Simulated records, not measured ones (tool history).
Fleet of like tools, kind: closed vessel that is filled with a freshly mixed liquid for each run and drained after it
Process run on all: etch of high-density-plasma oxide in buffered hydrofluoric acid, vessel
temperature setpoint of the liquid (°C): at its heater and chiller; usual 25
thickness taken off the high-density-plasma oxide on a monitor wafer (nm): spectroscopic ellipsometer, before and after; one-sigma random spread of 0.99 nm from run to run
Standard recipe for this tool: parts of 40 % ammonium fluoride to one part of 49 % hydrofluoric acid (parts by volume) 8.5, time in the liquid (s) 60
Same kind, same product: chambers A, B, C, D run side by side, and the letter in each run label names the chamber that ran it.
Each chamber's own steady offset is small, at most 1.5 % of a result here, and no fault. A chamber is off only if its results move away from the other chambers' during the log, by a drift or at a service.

run   hour  temperature setpoint of the liquid (°C)  parts of 40 % ammonium fluoride to one part of 49 % hydrofluoric acid (parts by volume)  time in the liquid (s)  hours since the thermometer was replaced  hours since the hydrofluoric acid flow meter was replaced  read-back film thickness of the high-density-plasma oxide reference wafer, read on the same gauge (nm)  thickness taken off the high-density-plasma oxide on a monitor wafer (nm)
 1D    7.1                                       25                                                                                      8.5                      60                                    1707.2                                                       71.8                                                                                                  119.98                                                                      103.5
 2A     14                                       25                                                                                      8.5                      60                                    1245.1                                                      669.4                                                                                                     120                                                                     106.93
 3B   20.6                                       25                                                                                      8.5                      60                                    1685.4                                                       39.9                                                                                                     120                                                                      106.1
 4C   27.8                                       25                                                                                      8.5                      60                                       693                                                     1498.5                                                                                                     120                                                                     104.61
 5C   34.1                                       25                                                                                      8.5                      60                                     699.3                                                     1504.8                                                                                                     120                                                                     104.78
 6A   40.3                                       23                                                                                        6                      60                                    1271.4                                                      695.7                                                                                                     120                                                                      133.3
 7D   47.4                                       23                                                                                        6                      60                                    1747.5                                                      112.1                                                                                                  119.98                                                                     135.18
 8B   56.3                                       23                                                                                        6                      60                                    1721.1                                                       75.6                                                                                                     120                                                                     132.53
 9D   63.5                                       23                                                                                        6                      60                                    1763.6                                                      128.2                                                                                                  120.03                                                                     134.92
10B   73.7                                       25                                                                                      8.5                      60                                    1738.5                                                         93                                                                                                  119.99                                                                     106.83
11A   81.2                                       25                                                                                      8.5                      60                                    1312.3                                                      736.6                                                                                                  119.99                                                                     107.76
12C   86.3                                       25                                                                                      8.5                      60                                     751.5                                                       1557                                                                                                  119.96                                                                     104.09
13C     93                                       25                                                                                      8.5                      60                                     758.2                                                     1563.7                                                                                                  119.98                                                                     103.44
14A   99.7                                     20.5                                                                                      6.5                      60                                    1330.8                                                      755.1                                                                                                  119.97                                                                     107.08
15D  107.9                                     20.5                                                                                      6.5                      60                                      1808                                                      172.6                                                                                                  119.98                                                                     109.85
16B  112.9                                     20.5                                                                                      6.5                      60                                    1777.7                                                      132.2                                                                                                     120                                                                      106.4
17B  122.3                                     20.5                                                                                      6.5                      60                                    1787.1                                                      141.6                                                                                                  120.02                                                                     108.67
18D  126.9                                       25                                                                                      8.5                      60                                      1827                                                      191.6                                                                                                  119.96                                                                     105.66
19A  135.8                                       25                                                                                      8.5                      60                                    1366.9                                                      791.2                                                                                                  119.96                                                                     106.14
20C  140.5                                       25                                                                                     11.5                      60                                     805.7                                                     1611.2                                                                                                  119.98                                                                     80.723
21A    145                                       25                                                                                     11.5                      60                                    1376.1                                                      800.4                                                                                                     120                                                                     81.218
22D  149.6                                       25                                                                                     11.5                      60                                    1849.7                                                      214.3                                                                                                  119.98                                                                     80.801
23B  158.7                                       25                                                                                     11.5                      60                                    1823.5                                                        178                                                                                                  119.99                                                                     80.332
24C  166.9                                       25                                                                                      8.5                      60                                     832.1                                                     1637.6                                                                                                  119.99                                                                     104.32

For the next run the whole fleet of 4 chambers uses the same settings. Give each chamber's results:
25A  174.2                                       25                                                                                      8.5                      60                                                                                                                                                                                                                                                                                       ?
25B  174.2                                       25                                                                                      8.5                      60                                                                                                                                                                                                                                                                                       ?
25C  174.2                                       25                                                                                      8.5                      60                                                                                                                                                                                                                                                                                       ?
25D  174.2                                       25                                                                                      8.5                      60                                                                                                                                                                                                                                                                                       ?

run  thickness taken off the high-density-plasma oxide on a monitor wafer (nm)
25A                                                                     106.79
25B                                                                      103.9
25C                                                                     104.18
25D                                                                     105.27
